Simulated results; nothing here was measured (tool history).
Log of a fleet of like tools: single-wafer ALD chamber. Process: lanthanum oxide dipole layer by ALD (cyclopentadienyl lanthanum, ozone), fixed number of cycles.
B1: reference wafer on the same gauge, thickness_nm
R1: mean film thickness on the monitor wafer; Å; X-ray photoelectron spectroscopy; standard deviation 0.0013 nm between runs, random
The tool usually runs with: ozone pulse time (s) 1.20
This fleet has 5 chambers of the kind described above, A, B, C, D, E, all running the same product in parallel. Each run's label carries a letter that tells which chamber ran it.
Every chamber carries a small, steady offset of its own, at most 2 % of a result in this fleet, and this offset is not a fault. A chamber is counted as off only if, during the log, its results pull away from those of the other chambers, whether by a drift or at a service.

Run 1C, hour 3.6: usual settings; B1 0.51486. Result: R1 5.2665 Å.
Run 2B, hour 6.3: usual settings; B1 0.51524. Result: R1 5.2890 Å.
Run 3E, hour 9.6: usual settings; B1 0.51496. Result: R1 5.2832 Å.
Run 4D, hour 14.5: usual settings; B1 0.51488. Result: R1 5.2757 Å.
Run 5A, hour 17.7: usual settings; B1 0.51524. Result: R1 5.1607 Å.
Run 6B, hour 20.6: usual settings; B1 0.51499. Result: R1 5.2836 Å.
Run 7D, hour 23.3: usual settings but ozone pulse time (s) 1.35; B1 0.51536. Result: R1 5.3952 Å.
Run 8C, hour 25.7: usual settings but ozone pulse time (s) 1.35; B1 0.51541. Result: R1 5.3989 Å.
At hour 25.8: chamber B: thermocouple changed; heater temperature recalibrated.
Run 9E, hour 28.6: usual settings but ozone pulse time (s) 1.35; B1 0.51517. Result: R1 5.4372 Å.
Run 10A, hour 32.9: usual settings but ozone pulse time (s) 1.35; B1 0.51492. Result: R1 5.3189 Å.
Run 11E, hour 37.4: usual settings but ozone pulse time (s) 1.35; B1 0.51494. Result: R1 5.4305 Å.
At hour 38.8: chamber E: ozone generator serviced.
Run 12B, hour 40.6: usual settings; B1 0.51484. Result: R1 5.2616 Å.
Run 13D, hour 45.2: usual settings; B1 0.51543. Result: R1 5.2340 Å.
Run 14A, hour 48.7: usual settings; B1 0.51492. Result: R1 5.1479 Å.
Run 15C, hour 51.5: usual settings; B1 0.51484. Result: R1 5.2306 Å.
Run 16E, hour 55.6: usual settings but ozone pulse time (s) 1.56; B1 0.51519. Result: R1 5.5967 Å.
Run 17C, hour 58.5: usual settings but ozone pulse time (s) 1.56; B1 0.51533. Result: R1 5.5112 Å.
Run 18A, hour 62.8: usual settings but ozone pulse time (s) 1.56; B1 0.51448. Result: R1 5.4431 Å.
Run 19B, hour 67.4: usual settings but ozone pulse time (s) 1.56; B1 0.51488. Result: R1 5.5347 Å.
Run 20D, hour 70.2: usual settings but ozone pulse time (s) 1.56; B1 0.51478. Result: R1 5.5011 Å.
Run 21A, hour 73.0: usual settings; B1 0.51486. Result: R1 5.1529 Å.
Run 22E, hour 76.3: usual settings; B1 0.51494. Result: R1 5.3074 Å.
Run 23B, hour 79.7: usual settings; B1 0.51507. Result: R1 5.2841 Å.
Run 24D, hour 82.7: usual settings; B1 0.51493. Result: R1 5.2641 Å.
Run 25C, hour 88.0: usual settings; B1 0.51484. Result: R1 5.2210 Å.
Run 26A, hour 92.1: usual settings; B1 0.51480. Result: R1 5.1744 Å.
Run 27B, hour 94.5: usual settings; B1 0.51498. Result: R1 5.2629 Å.
Run 28D, hour 97.8: usual settings; B1 0.51494. Result: R1 5.2373 Å.
Run 29E, hour 101.4: usual settings; B1 0.51477. Result: R1 5.2998 Å.
Run 30C, hour 105.2: usual settings; B1 0.51511. Result: R1 5.1559 Å.
Run 31B, hour 109.0: usual settings; B1 0.51496. Result: R1 5.2866 Å.
Run 32E, hour 111.8: usual settings; B1 0.51539. Result: R1 5.2905 Å.
Run 33D, hour 116.6: usual settings; B1 0.51465. Result: R1 5.2436 Å.
Run 34A, hour 122.1: usual settings; B1 0.51500. Result: R1 5.1700 Å.
Run 35C, hour 125.2: usual settings; B1 0.51518. Result: R1 5.1770 Å.
Run 36C, hour 128.6: usual settings but ozone pulse time (s) 0.91; B1 0.51508. Result: R1 4.7028 Å.
Run 37E, hour 133.7: usual settings but ozone pulse time (s) 0.91; B1 0.51492. Result: R1 4.8703 Å.
Run 38D, hour 136.0: usual settings but ozone pulse time (s) 0.91; B1 0.51495. Result: R1 4.8423 Å.
Run 39A, hour 139.2: usual settings but ozone pulse time (s) 0.91; B1 0.51508. Result: R1 4.7562 Å.
Run 40B, hour 143.8: usual settings but ozone pulse time (s) 0.91; B1 0.51473. Result: R1 4.8660 Å.
Run 41E, hour 148.1: usual settings; B1 0.51467. Result: R1 5.2796 Å.
Run 42A, hour 153.0: usual settings; B1 0.51478. Result: R1 5.1579 Å.

All chambers now run identical settings, listed one chamber a line with results as question marks. What results will each chamber show?
Run 43A, hour 156.9: usual settings. Result: R1 ?.
Run 43B, hour 156.9: usual settings. Result: R1 ?.
Run 43C, hour 156.9: usual settings. Result: R1 ?.
Run 43D, hour 156.9: usual settings. Result: R1 ?.
Run 43E, hour 156.9: usual settings. Result: R1 ?.

run      R1
43A  5.1595
43B  5.2949
43C  5.1101
43D  5.2344
43E  5.2894

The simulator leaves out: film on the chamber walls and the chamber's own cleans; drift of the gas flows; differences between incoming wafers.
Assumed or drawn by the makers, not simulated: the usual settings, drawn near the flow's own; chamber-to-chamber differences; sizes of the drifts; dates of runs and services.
